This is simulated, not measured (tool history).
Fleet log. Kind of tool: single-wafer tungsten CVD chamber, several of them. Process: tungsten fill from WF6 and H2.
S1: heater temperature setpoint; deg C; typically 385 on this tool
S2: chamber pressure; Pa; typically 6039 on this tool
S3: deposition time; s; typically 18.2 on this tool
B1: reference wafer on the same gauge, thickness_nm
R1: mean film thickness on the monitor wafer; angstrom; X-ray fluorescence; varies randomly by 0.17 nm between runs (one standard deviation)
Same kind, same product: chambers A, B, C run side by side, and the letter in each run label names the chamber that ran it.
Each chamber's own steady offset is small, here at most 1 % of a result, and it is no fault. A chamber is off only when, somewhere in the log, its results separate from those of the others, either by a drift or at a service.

run	hour	S1	S2	S3	B1	R1
1B	8.9	385	6039	18.2	44.653	479.59
2A	14.8	385	6039	18.2	44.637	472.97
3C	20.6	385	6039	18.2	44.642	482.72
4A	26.8	385	6039	18.2	44.614	475.55
5B	35.7	385	6039	18.2	44.590	480.33
6C	42.2	385	5266	18.2	44.536	453.76
7B	50.5	385	5266	18.2	44.577	450.23
8C	56.9	385	5266	18.2	44.571	449.93
9A	63.6	385	6039	18.2	44.563	475.89
10C	72.6	392	6039	15.3	44.564	465.96
11B	79.2	392	6039	15.3	44.611	465.24
12A	90.7	392	6039	15.3	44.608	459.15
13B	97.6	385	6039	18.2	44.586	481.49
14C	104.3	395	6039	19.7	44.600	638.83
# hour 104.5: chamber C: thermocouple changed; heater temperature recalibrated
15A	113.4	395	6039	19.7	44.605	627.11
16B	120.5	395	6039	19.7	44.588	630.35
17C	126.9	385	6039	19.3	44.553	513.14
18A	134.3	385	6039	19.3	44.591	505.38
19C	141.4	385	6039	19.3	44.601	507.72
20B	153.1	385	6039	18.2	44.620	479.65
21A	163.6	385	6039	18.2	44.565	480.96
22C	174.2	385	6039	18.2	44.625	479.89
23B	184.9	385	6039	18.2	44.649	479.52
24A	193.9	385	6039	18.2	44.580	480.90
25C	206.6	385	6039	18.2	44.588	483.55
26A	214.6	385	6039	18.2	44.654	486.00
27B	222.0	385	6039	18.2	44.588	480.80
# hour 225.1: chamber A: capacitance manometer re-zeroed and calibrated
28C	228.4	385	6039	18.2	44.577	481.39
29B	237.4	385	5453	20.2	44.595	510.01
30A	245.5	385	5453	20.2	44.623	521.08
31A	256.4	385	5453	20.2	44.590	519.41
32B	266.2	385	6039	18.2	44.590	477.91
33C	275.4	385	6039	18.2	44.595	484.26
34A	287.4	385	6039	18.2	44.587	493.20
35C	295.2	385	6039	18.2	44.566	484.48
36B	307.5	385	4720	21.4	44.610	502.79
37C	315.0	385	4720	21.4	44.598	503.02
38A	327.2	385	4720	21.4	44.601	523.59
39B	333.1	385	6039	18.2	44.598	479.14
40A	341.3	385	6039	18.2	44.604	499.23
41C	354.0	374	7173	18.2	44.546	415.97
42B	359.8	374	7173	18.2	44.567	411.78

Has any chamber moved away from the others, gradually or after a service, or does the common gauge drift, or do the chambers differ only by their own small steady offsets? State the chamber and the most likely cause if one applies.

One chamber, A, drifts off from the rest bit by bit.
Most likely cause: wafer temperature above the value expected at the setpoint (K) = 2.43.

Below are 4 candidate recipes for chamber A's next run, each the usual settings with a change, their results shown as question marks. Which of them brings A's results back in line with what the other chambers give on the usual settings?
To be in line, a result may differ from the other chambers' mean on the usual settings by at most: R1 5.90 angstrom
43A-1	369.0	385	6039	17.9		?
43A-2	369.0	385	5906	17.6		?
43A-3	369.0	387	6039	18.2		?
43A-4	369.0	385	6039	18.5		?

On the usual settings, the other chambers give on average: R1 481.14 angstrom
run	R1
43A-1	492.91
43A-2	479.81
43A-3	521.55
43A-4	509.51
Change 43A-2 lands the chamber within the allowed miss of the other chambers.

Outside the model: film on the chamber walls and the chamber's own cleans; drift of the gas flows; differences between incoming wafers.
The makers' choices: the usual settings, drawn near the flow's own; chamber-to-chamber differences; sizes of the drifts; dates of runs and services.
